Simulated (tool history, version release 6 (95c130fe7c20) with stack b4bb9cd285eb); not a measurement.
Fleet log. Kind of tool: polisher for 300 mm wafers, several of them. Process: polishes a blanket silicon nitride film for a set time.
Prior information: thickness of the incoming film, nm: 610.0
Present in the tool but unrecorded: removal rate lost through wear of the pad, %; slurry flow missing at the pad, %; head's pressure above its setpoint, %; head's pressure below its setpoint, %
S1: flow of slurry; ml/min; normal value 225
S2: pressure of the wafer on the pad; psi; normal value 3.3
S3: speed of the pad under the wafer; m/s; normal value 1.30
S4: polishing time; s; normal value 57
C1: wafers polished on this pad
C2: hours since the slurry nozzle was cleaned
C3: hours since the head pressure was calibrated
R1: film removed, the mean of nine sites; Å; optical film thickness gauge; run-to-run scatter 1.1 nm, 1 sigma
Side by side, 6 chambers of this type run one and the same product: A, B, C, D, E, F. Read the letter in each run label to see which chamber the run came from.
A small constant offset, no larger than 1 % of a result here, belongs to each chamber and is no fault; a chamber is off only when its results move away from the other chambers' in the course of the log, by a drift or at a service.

| run | hour | S1 | S2 | S3 | S4 | C1 | C2 | C3 | R1 |
|---|---|---|---|---|---|---|---|---|---|
|  | 5.5 | chamber E: worn pad replaced by a new one |
| 1C | 7.8 | 225 | 3.3 | 1.30 | 57 | 852 | 141.9 | 244.8 | 1348.80 |
|  | 12.3 | chamber A: worn pad replaced by a new one |
| 2A | 15.6 | 225 | 3.3 | 1.30 | 57 | 20 | 248.4 | 459.7 | 1351.50 |
| 3E | 21.9 | 225 | 3.3 | 1.30 | 57 | 100 | 385.6 | 549.5 | 1322.00 |
|  | 23.4 | chamber C: worn pad replaced by a new one |
|  | 28.7 | chamber B: worn pad replaced by a new one |
| 4F | 34.0 | 225 | 3.3 | 1.30 | 57 | 298 | 56.4 | 561.4 | 1349.80 |
| 5D | 41.5 | 225 | 3.3 | 1.30 | 57 | 455 | 201.3 | 911.0 | 1334.00 |
| 6B | 53.2 | 225 | 3.3 | 1.30 | 57 | 150 | 754.7 | 1041.0 | 1349.10 |
| 7B | 60.1 | 225 | 3.3 | 1.30 | 41 | 192 | 761.6 | 1047.9 | 975.13 |
| 8E | 69.4 | 225 | 3.3 | 1.30 | 41 | 391 | 433.1 | 597.0 | 967.82 |
| 9D | 76.7 | 225 | 3.3 | 1.30 | 41 | 670 | 236.5 | 946.2 | 969.75 |
|  | 78.4 | chamber A: head pressure recalibrated |
| 10F | 85.0 | 225 | 3.3 | 1.30 | 41 | 610 | 107.4 | 612.4 | 980.81 |
| 11C | 93.2 | 225 | 3.3 | 1.30 | 41 | 427 | 227.3 | 330.2 | 974.09 |
|  | 95.6 | chamber F: worn pad replaced by a new one |
| 12A | 100.5 | 225 | 3.3 | 1.30 | 41 | 540 | 333.3 | 22.2 | 975.69 |
|  | 104.8 | chamber D: worn pad replaced by a new one |
|  | 107.7 | chamber A: slurry nozzle cleaned |
| 13B | 108.5 | 225 | 3.3 | 1.30 | 57 | 488 | 810.0 | 1096.3 | 1360.10 |
| 14E | 117.3 | 225 | 3.3 | 1.30 | 57 | 684 | 481.0 | 644.9 | 1338.40 |
|  | 118.0 | chamber B: worn pad replaced by a new one |
| 15F | 125.4 | 225 | 3.3 | 1.30 | 57 | 182 | 147.8 | 652.8 | 1364.30 |
| 16D | 135.8 | 225 | 3.3 | 1.30 | 41 | 189 | 295.6 | 1005.3 | 956.03 |
|  | 142.3 | chamber A: worn pad replaced by a new one |
| 17A | 144.4 | 225 | 3.3 | 1.30 | 41 | 13 | 36.8 | 66.1 | 985.56 |
|  | 149.7 | chamber B: slurry nozzle cleaned |
| 18C | 153.8 | 225 | 3.3 | 1.30 | 41 | 798 | 287.9 | 390.8 | 971.19 |
|  | 154.6 | chamber E: head pressure recalibrated |
| 19D | 165.4 | 225 | 3.3 | 1.30 | 41 | 370 | 325.2 | 1034.9 | 967.58 |
| 20E | 174.3 | 225 | 3.3 | 1.30 | 41 | 1033 | 538.0 | 19.7 | 972.43 |
| 21B | 184.2 | 225 | 3.3 | 1.30 | 41 | 405 | 34.5 | 1172.0 | 973.37 |
|  | 185.4 | chamber C: worn pad replaced by a new one |
|  | 185.7 | chamber B: head pressure recalibrated |
|  | 186.1 | chamber C: slurry nozzle cleaned |
| 22F | 194.9 | 225 | 3.3 | 1.30 | 57 | 607 | 217.3 | 722.3 | 1351.60 |
|  | 199.6 | chamber B: worn pad replaced by a new one |
| 23A | 203.8 | 225 | 3.3 | 1.72 | 64 | 376 | 96.2 | 125.5 | 1900.50 |
|  | 214.4 | chamber D: slurry nozzle cleaned |
| 24C | 215.7 | 225 | 3.3 | 1.72 | 64 | 185 | 29.7 | 452.7 | 1891.00 |
|  | 216.1 | chamber F: worn pad replaced by a new one |
|  | 220.7 | chamber E: worn pad replaced by a new one |
| 25E | 222.0 | 225 | 3.3 | 1.72 | 64 | 8 | 585.7 | 67.4 | 1909.00 |
| 26B | 230.0 | 225 | 3.3 | 1.72 | 64 | 186 | 80.3 | 44.4 | 1726.30 |
| 27C | 240.1 | 225 | 3.3 | 1.72 | 64 | 335 | 54.1 | 477.1 | 1918.50 |
| 28A | 247.9 | 225 | 3.3 | 1.72 | 64 | 646 | 140.3 | 169.6 | 1852.90 |
|  | 252.5 | chamber D: worn pad replaced by a new one |
| 29D | 254.3 | 225 | 2.4 | 1.30 | 47 | 11 | 39.9 | 1123.8 | 800.15 |
| 30F | 266.1 | 225 | 2.4 | 1.30 | 47 | 306 | 288.5 | 793.5 | 816.55 |
| 31B | 275.4 | 225 | 2.4 | 1.30 | 47 | 463 | 125.7 | 89.8 | 739.80 |
|  | 275.8 | chamber B: worn pad replaced by a new one |
|  | 277.8 | chamber A: worn pad replaced by a new one |
| 32F | 287.2 | 225 | 2.4 | 1.30 | 47 | 435 | 309.6 | 814.6 | 819.17 |
| 33A | 297.4 | 225 | 2.4 | 1.30 | 47 | 120 | 189.8 | 219.1 | 807.56 |
|  | 298.4 | chamber F: head pressure recalibrated |
|  | 302.9 | chamber F: slurry nozzle cleaned |
| 34C | 305.7 | 225 | 2.4 | 1.30 | 47 | 736 | 119.7 | 542.7 | 813.41 |
| 35D | 312.9 | 225 | 3.3 | 1.30 | 57 | 369 | 98.5 | 1182.4 | 1345.30 |
| 36E | 319.5 | 225 | 3.3 | 1.60 | 57 | 604 | 683.2 | 164.9 | 1579.60 |
| 37B | 332.1 | 225 | 3.3 | 1.60 | 57 | 344 | 182.4 | 146.5 | 1476.80 |
| 38E | 338.1 | 225 | 3.3 | 1.60 | 57 | 718 | 701.8 | 183.5 | 1596.10 |
|  | 350.2 | chamber C: worn pad replaced by a new one |
| 39D | 350.5 | 225 | 3.3 | 1.60 | 57 | 599 | 136.1 | 1220.0 | 1581.20 |
|  | 355.5 | chamber F: worn pad replaced by a new one |
| 40F | 357.3 | 225 | 3.3 | 1.60 | 57 | 11 | 54.5 | 59.0 | 1607.30 |
| 41A | 364.0 | 225 | 3.3 | 1.60 | 57 | 527 | 256.4 | 285.7 | 1596.70 |
| 42C | 375.0 | 225 | 3.3 | 1.30 | 57 | 152 | 189.0 | 612.0 | 1367.80 |

Is one chamber out of step, is the gauge drifting, or do the chambers differ by no more than their own small offsets? For an off chamber, give its letter and the likeliest cause.

After it was serviced, chamber B no longer matches the other chambers.
Cause: head's pressure below its setpoint, % = 8.16.

Which of the 4 candidates below, each the usual settings with something changed and its results left as question marks, puts chamber B back in line with what the other chambers give on the usual settings?
Maximum distance from the other chambers' mean on the usual settings for a result to count as in line: R1 37.00 Å
| 43B-1 | 383.9 | 225 | 3.7 | 1.40 | 57 |  |  |  | ? |
| 43B-2 | 383.9 | 225 | 3.6 | 1.30 | 57 |  |  |  | ? |
| 43B-3 | 383.9 | 225 | 3.3 | 1.30 | 52 |  |  |  | ? |
| 43B-4 | 383.9 | 225 | 3.3 | 1.30 | 48 |  |  |  | ? |

On the usual settings, the other chambers give on average: R1 1348.90 Å
| run | R1 |
|---|---|
| 43B-1 | 1471.70 |
| 43B-2 | 1347.80 |
| 43B-3 | 1125.70 |
| 43B-4 | 1039.10 |
Change 43B-2 lands the chamber within the allowed miss of the other chambers.
